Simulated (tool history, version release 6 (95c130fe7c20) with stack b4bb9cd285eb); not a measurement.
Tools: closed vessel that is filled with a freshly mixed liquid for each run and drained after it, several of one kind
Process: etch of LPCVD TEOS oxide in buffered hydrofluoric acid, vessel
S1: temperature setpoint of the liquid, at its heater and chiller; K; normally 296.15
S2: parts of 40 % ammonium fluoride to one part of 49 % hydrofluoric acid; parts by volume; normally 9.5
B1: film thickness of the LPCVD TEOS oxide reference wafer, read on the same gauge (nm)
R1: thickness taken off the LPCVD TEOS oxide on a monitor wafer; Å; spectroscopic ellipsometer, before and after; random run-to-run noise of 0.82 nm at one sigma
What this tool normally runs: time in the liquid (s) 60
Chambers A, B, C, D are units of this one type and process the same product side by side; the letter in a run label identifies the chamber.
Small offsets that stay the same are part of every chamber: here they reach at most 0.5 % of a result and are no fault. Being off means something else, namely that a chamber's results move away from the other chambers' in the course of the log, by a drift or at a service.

{"run": "1D", "hour": 2.1, "S1": 296.15, "S2": 9.5, "time in the liquid (s)": 60, "B1": 59.969, "R1": 958.96}
{"run": "2C", "hour": 4.6, "S1": 296.15, "S2": 9.5, "time in the liquid (s)": 60, "B1": 60.005, "R1": 944.97}
{"run": "3B", "hour": 8.0, "S1": 296.15, "S2": 9.5, "time in the liquid (s)": 60, "B1": 59.987, "R1": 940}
{"run": "4A", "hour": 11.0, "S1": 296.15, "S2": 9.5, "time in the liquid (s)": 60, "B1": 59.989, "R1": 944.74}
{"run": "5D", "hour": 14.7, "S1": 298.15, "S2": 11.5, "time in the liquid (s)": 60, "B1": 59.987, "R1": 885.87}
{"run": "6A", "hour": 18.8, "S1": 298.15, "S2": 11.5, "time in the liquid (s)": 60, "B1": 59.99, "R1": 907.77}
{"run": "7B", "hour": 21.7, "S1": 298.15, "S2": 11.5, "time in the liquid (s)": 60, "B1": 60.021, "R1": 883.23}
{"run": "8C", "hour": 26.5, "S1": 298.15, "S2": 11.5, "time in the liquid (s)": 60, "B1": 59.994, "R1": 890.82}
{"run": "9C", "hour": 28.7, "S1": 296.15, "S2": 9.5, "time in the liquid (s)": 60, "B1": 60.01, "R1": 966.53}
{"run": "10D", "hour": 32.6, "S1": 296.15, "S2": 9.5, "time in the liquid (s)": 60, "B1": 59.995, "R1": 953.07}
{"run": "11B", "hour": 36.1, "S1": 296.15, "S2": 9.5, "time in the liquid (s)": 60, "B1": 59.992, "R1": 939.25}
{"run": "12A", "hour": 40.6, "S1": 291.65, "S2": 8.5, "time in the liquid (s)": 60, "B1": 60.011, "R1": 821.16}
{"run": "13C", "hour": 45.1, "S1": 291.65, "S2": 8.5, "time in the liquid (s)": 60, "B1": 60.002, "R1": 809.82}
{"run": "14A", "hour": 48.0, "S1": 291.65, "S2": 8.5, "time in the liquid (s)": 60, "B1": 60.007, "R1": 813.45}
{"run": "15D", "hour": 50.4, "S1": 291.65, "S2": 8.5, "time in the liquid (s)": 60, "B1": 59.988, "R1": 821.58}
{"run": "16B", "hour": 53.3, "S1": 296.15, "S2": 9.5, "time in the liquid (s)": 60, "B1": 60.013, "R1": 943.3}
{"run": "17A", "hour": 57.5, "S1": 296.15, "S2": 9.5, "time in the liquid (s)": 60, "B1": 60.006, "R1": 945.26}
{"run": "18B", "hour": 59.9, "S1": 296.15, "S2": 9.5, "time in the liquid (s)": 60, "B1": 60.013, "R1": 948.33}
{"run": "19C", "hour": 64.4, "S1": 296.15, "S2": 9.5, "time in the liquid (s)": 60, "B1": 60.016, "R1": 920.95}
{"run": "20D", "hour": 67.8, "S1": 296.15, "S2": 9.5, "time in the liquid (s)": 60, "B1": 59.997, "R1": 944.71}
{"run": "21C", "hour": 71.8, "S1": 296.15, "S2": 9.5, "time in the liquid (s)": 60, "B1": 60.01, "R1": 924.54}
{"run": "22D", "hour": 75.6, "S1": 296.15, "S2": 9.5, "time in the liquid (s)": 60, "B1": 60.004, "R1": 956.88}
{"run": "23B", "hour": 80.2, "S1": 296.15, "S2": 9.5, "time in the liquid (s)": 60, "B1": 60.023, "R1": 953.44}
{"run": "24A", "hour": 84.7, "S1": 296.15, "S2": 9.5, "time in the liquid (s)": 60, "B1": 59.993, "R1": 947.5}
{"run": "25B", "hour": 87.0, "S1": 296.15, "S2": 9.5, "time in the liquid (s)": 60, "B1": 60.002, "R1": 939.27}
{"run": "26C", "hour": 91.0, "S1": 293.65, "S2": 9.5, "time in the liquid (s)": 90, "B1": 60.007, "R1": 1164.2}
{"run": "27D", "hour": 95.7, "S1": 293.65, "S2": 9.5, "time in the liquid (s)": 90, "B1": 60.008, "R1": 1251.9}
{"run": "28A", "hour": 98.6, "S1": 293.65, "S2": 9.5, "time in the liquid (s)": 90, "B1": 59.985, "R1": 1249.6}
{"run": "29D", "hour": 103.0, "S1": 293.65, "S2": 9.5, "time in the liquid (s)": 90, "B1": 59.971, "R1": 1258.8}
{"run": "30B", "hour": 106.1, "S1": 292.15, "S2": 9.5, "time in the liquid (s)": 60, "B1": 60.019, "R1": 757.03}

Is one chamber off against the others, does the gauge drift, or is nothing wrong? If a chamber is off, say which, and what the likeliest cause is.

One chamber, C, drifts off from the rest bit by bit.
Most likely cause: hydrofluoric acid flow below the setpoint (%) = 11.2.
The log might look much the same if the cause were instead: liquid colder than its thermometer reads (K).

Which of the 4 candidates below, each the usual settings with something changed and its results left as question marks, puts chamber C back in line with what the other chambers give on the usual settings?
In line means no further than this from the other chambers' mean on the usual settings: R1 29 Å
{"run": "31C-1", "hour": 109.6, "S1": 296.15, "S2": 9.5, "time in the liquid (s)": 55, "R1": "?"}
{"run": "31C-2", "hour": 109.6, "S1": 298.15, "S2": 9.5, "time in the liquid (s)": 60, "R1": "?"}
{"run": "31C-3", "hour": 109.6, "S1": 292.65, "S2": 9.5, "time in the liquid (s)": 60, "R1": "?"}
{"run": "31C-4", "hour": 109.6, "S1": 299.65, "S2": 9.5, "time in the liquid (s)": 60, "R1": "?"}

The other chambers' mean on the usual settings: R1 949.21 Å
run=31C-1 R1=789.35
run=31C-2 R1=958.78
run=31C-3 R1=710.99
run=31C-4 R1=1038.4
31C-2 puts the chamber back in line with the other chambers.

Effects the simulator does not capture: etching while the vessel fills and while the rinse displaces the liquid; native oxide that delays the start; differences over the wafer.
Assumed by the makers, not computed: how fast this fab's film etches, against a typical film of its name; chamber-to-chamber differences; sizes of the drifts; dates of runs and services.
